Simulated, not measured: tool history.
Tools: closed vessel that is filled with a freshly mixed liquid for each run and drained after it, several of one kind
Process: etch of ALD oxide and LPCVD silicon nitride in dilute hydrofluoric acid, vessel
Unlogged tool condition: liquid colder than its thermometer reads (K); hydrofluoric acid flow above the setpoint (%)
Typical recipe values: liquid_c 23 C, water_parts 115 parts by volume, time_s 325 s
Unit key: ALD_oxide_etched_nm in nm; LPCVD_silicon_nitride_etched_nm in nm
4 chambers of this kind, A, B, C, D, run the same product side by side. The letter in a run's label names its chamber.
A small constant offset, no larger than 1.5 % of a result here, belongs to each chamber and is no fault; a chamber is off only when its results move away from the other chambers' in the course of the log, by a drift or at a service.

run	hour	liquid_c	water_parts	time_s	hours since the thermometer was replaced	hours since the hydrofluoric acid flow meter was replaced	read-back film thickness of the ALD oxide reference wafer, read on the same gauge (nm)	read-back film thickness of the LPCVD silicon nitride reference wafer, read on the same gauge (nm)	ALD_oxide_etched_nm	LPCVD_silicon_nitride_etched_nm
1D	9.3	23	115	325	617.5	445.5	100.03	139.99	49.935	1.2965
2B	17.3	23	115	325	72.7	473.8	100.05	140.01	49.476	1.2929
3A	25.9	23	115	325	2135.4	1227	100.07	139.99	49.933	1.3208
4C	38.6	23	115	325	81.4	1795.9	99.962	140	49.523	1.2529
5A	47.8	23	115	325	2157.3	1248.9	99.995	139.99	49.956	1.3176
6C	53.9	23	115	325	96.7	1811.2	99.988	140	49.09	1.3068
7B	64.1	23	115	325	119.5	520.6	100.01	140	49.576	1.2602
8D	77.3	23	115	325	685.5	513.5	100	140	50.379	1.3354
9A	89.2	25.5	115	325	2198.7	1290.3	99.971	140	54.699	1.483
10D	95.7	25.5	115	325	703.9	531.9	99.998	140.03	54.935	1.5135
11C	102.3	25.5	115	325	145.1	1859.6	100	139.99	54.332	1.5367
12B	115.9	25.5	115	325	171.3	572.4	100.05	140	54.643	1.4873
13B	125.4	23	115	325	180.8	581.9	99.994	140	49.428	1.308
14D	138.3	23	115	325	746.5	574.5	100.01	140.03	50.099	1.3181
# hour 140.1: chamber D: hydrofluoric acid flow meter replaced
15A	149	23	115	325	2258.5	1350.1	99.968	139.99	50.094	1.2376
16C	156.5	23	115	325	199.3	1913.8	99.987	140	49.594	1.2641
17B	164.9	23	115	325	220.3	621.4	99.987	139.99	49.695	1.2504
18A	178.5	23	115	325	2288	1379.6	100.01	140	49.598	1.2871
19D	189.3	23	115	325	797.5	49.2	100.02	139.99	49.847	1.3102
20C	195.9	23	115	325	238.7	1953.2	100.01	139.98	49.767	1.2973
21B	204.5	23	115	325	259.9	661	99.939	140.01	49.852	1.3366
22D	214.1	23	155	390	822.3	74	99.995	139.99	42.449	1.1383
# hour 221.3: chamber D: thermometer replaced
23C	226.7	23	155	390	269.5	1984	99.999	140.02	42.315	1.1536
24A	239.8	23	155	390	2349.3	1440.9	99.958	140	42.922	1.0808
25D	247.2	23	155	390	25.9	107.1	100.04	140.01	42.335	1.1327
26B	256.5	23	115	325	311.9	713	100.05	140.02	49.6	1.273
27C	269.3	23	155	250	312.1	2026.6	99.98	139.98	27.228	0.74401
28A	282.9	23	155	250	2392.4	1484	99.996	139.99	27.306	0.712
29A	289.9	23	155	250	2399.4	1491	99.986	140.01	27.381	0.75146
30B	299.4	23	155	250	354.8	755.9	100.02	140.01	27.256	0.75516
31C	308.3	23	115	325	351.1	2065.6	99.959	140.01	49.277	1.2779
32D	321.1	23	115	325	99.8	181	99.97	140	50.073	1.3126
33B	328.2	23	115	325	383.6	784.7	99.996	140.01	49.452	1.2921
34D	337.8	23	115	325	116.5	197.7	100.03	140.01	50.055	1.3134
35C	349.5	23	115	325	392.3	2106.8	99.994	140.02	49.503	1.2916
36A	357	23	115	325	2466.5	1558.1	99.995	140.02	50.08	1.2722

One chamber off, gauge drift, or nothing amiss beyond the chambers' own small offsets? If it is a chamber, which one, and what is the likeliest cause?

Nothing is wrong: each chamber keeps only its own small, steady offset and the gauge holds still.
